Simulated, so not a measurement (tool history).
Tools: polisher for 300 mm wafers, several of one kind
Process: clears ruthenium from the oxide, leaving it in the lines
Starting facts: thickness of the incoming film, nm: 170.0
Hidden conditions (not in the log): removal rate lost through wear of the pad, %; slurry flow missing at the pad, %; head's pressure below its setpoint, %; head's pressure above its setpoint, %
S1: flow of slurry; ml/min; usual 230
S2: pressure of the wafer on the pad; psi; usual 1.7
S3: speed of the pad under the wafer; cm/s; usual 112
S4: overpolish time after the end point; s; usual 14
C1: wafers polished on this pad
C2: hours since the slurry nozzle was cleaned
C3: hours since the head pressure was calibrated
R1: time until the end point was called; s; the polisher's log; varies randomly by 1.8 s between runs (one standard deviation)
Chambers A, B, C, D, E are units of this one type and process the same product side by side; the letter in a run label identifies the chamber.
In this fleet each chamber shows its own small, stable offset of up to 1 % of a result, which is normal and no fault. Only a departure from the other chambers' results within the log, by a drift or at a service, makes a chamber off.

run	hour	S1	S2	S3	S4	C1	C2	C3	R1
1D	4.9	230	1.7	112	14	1295	419.3	371.0	180.07
2A	15.7	230	1.7	112	14	557	480.9	59.5	184.04
# hour 26.6: chamber E: head pressure recalibrated
3B	26.8	230	1.7	112	14	638	192.9	742.4	180.10
4C	35.1	230	1.7	112	14	659	616.3	390.2	184.49
# hour 37.5: chamber D: worn pad replaced by a new one
5E	43.3	230	1.7	112	14	899	261.8	16.7	182.26
6A	48.3	230	1.7	112	14	734	513.5	92.1	182.25
# hour 49.6: chamber B: worn pad replaced by a new one
7C	57.8	255	2.1	112	14	782	639.0	412.9	146.08
# hour 62.1: chamber C: worn pad replaced by a new one
8B	62.8	255	2.1	112	14	71	228.9	778.4	146.31
9D	71.1	255	2.1	112	14	182	485.5	437.2	144.89
10E	76.1	255	2.1	112	14	1077	294.6	49.5	145.71
11E	84.1	255	2.1	112	14	1121	302.6	57.5	146.94
# hour 91.1: chamber C: head pressure recalibrated
12A	93.2	230	1.7	112	14	978	558.4	137.0	181.07
13D	103.4	230	1.7	112	14	357	517.8	469.5	180.82
# hour 105.7: chamber B: slurry nozzle cleaned
14C	110.3	230	1.7	112	14	261	691.5	19.2	195.62
15B	120.9	230	1.7	112	14	386	15.2	836.5	178.89
16D	130.0	230	1.7	112	14	501	544.4	496.1	180.64
17A	139.4	230	1.7	112	14	1228	604.6	183.2	183.49
18E	147.0	230	1.7	112	14	1462	365.5	120.4	183.50
# hour 153.2: chamber E: worn pad replaced by a new one
19C	156.0	160	1.7	90	14	509	737.2	64.9	259.96
20B	162.1	160	1.7	90	14	610	56.4	877.7	234.39
21E	167.2	160	1.7	90	14	76	385.7	140.6	239.23
22D	176.3	160	1.7	90	14	752	590.7	542.4	241.09
# hour 177.1: chamber A: worn pad replaced by a new one
23B	182.8	160	1.7	90	14	722	77.1	898.4	235.49
24C	192.3	230	1.7	112	14	706	773.5	101.2	196.87
# hour 193.8: chamber C: worn pad replaced by a new one
# hour 196.4: chamber D: slurry nozzle cleaned
25A	198.7	230	1.7	112	14	117	663.9	242.5	182.48
26D	206.9	230	1.7	112	14	918	10.6	573.0	180.32
# hour 210.4: chamber B: worn pad replaced by a new one
27C	218.1	230	1.7	112	14	132	799.3	127.0	196.50
28B	223.3	230	1.7	112	14	70	117.6	938.9	181.43
# hour 230.1: chamber C: slurry nozzle cleaned
29E	231.0	230	1.7	112	14	422	449.5	204.4	184.42
30A	241.6	230	1.7	112	14	349	706.8	285.4	184.40
31E	251.6	230	1.7	112	14	533	470.1	225.0	182.49
32B	256.7	230	1.7	112	14	251	151.0	972.3	182.66
33C	268.1	230	1.7	112	14	403	38.1	177.0	197.41
34A	279.4	230	1.7	112	14	554	744.6	323.2	181.70

Read the log: is a single chamber off, either drifting away or since a service, is the gauge that measures every chamber drifting, or is nothing wrong beyond small per-chamber offsets? Name any odd chamber and what most likely caused it.

Chamber C has stood off from the others ever since a service on it.
Most likely cause: head's pressure below its setpoint, % = 7.31.

Here are 4 candidates for chamber C's next run, each the usual settings with a change, their results left as question marks. Which one brings its results back in line with what the others give on the usual settings?
In-line tolerance around the mean of the other chambers on the usual settings: R1 6.30 s
35C-1	287.6	140	1.7	112	14				?
35C-2	287.6	230	1.7	114	14				?
35C-3	287.6	230	1.7	110	14				?
35C-4	287.6	230	1.8	116	14				?

The mean the other chambers reach with the usual settings: R1 181.79 s
run	R1
35C-1	210.19
35C-2	192.19
35C-3	199.08
35C-4	178.27
The right change is 35C-4: it brings the chamber back within the allowed miss of the others.

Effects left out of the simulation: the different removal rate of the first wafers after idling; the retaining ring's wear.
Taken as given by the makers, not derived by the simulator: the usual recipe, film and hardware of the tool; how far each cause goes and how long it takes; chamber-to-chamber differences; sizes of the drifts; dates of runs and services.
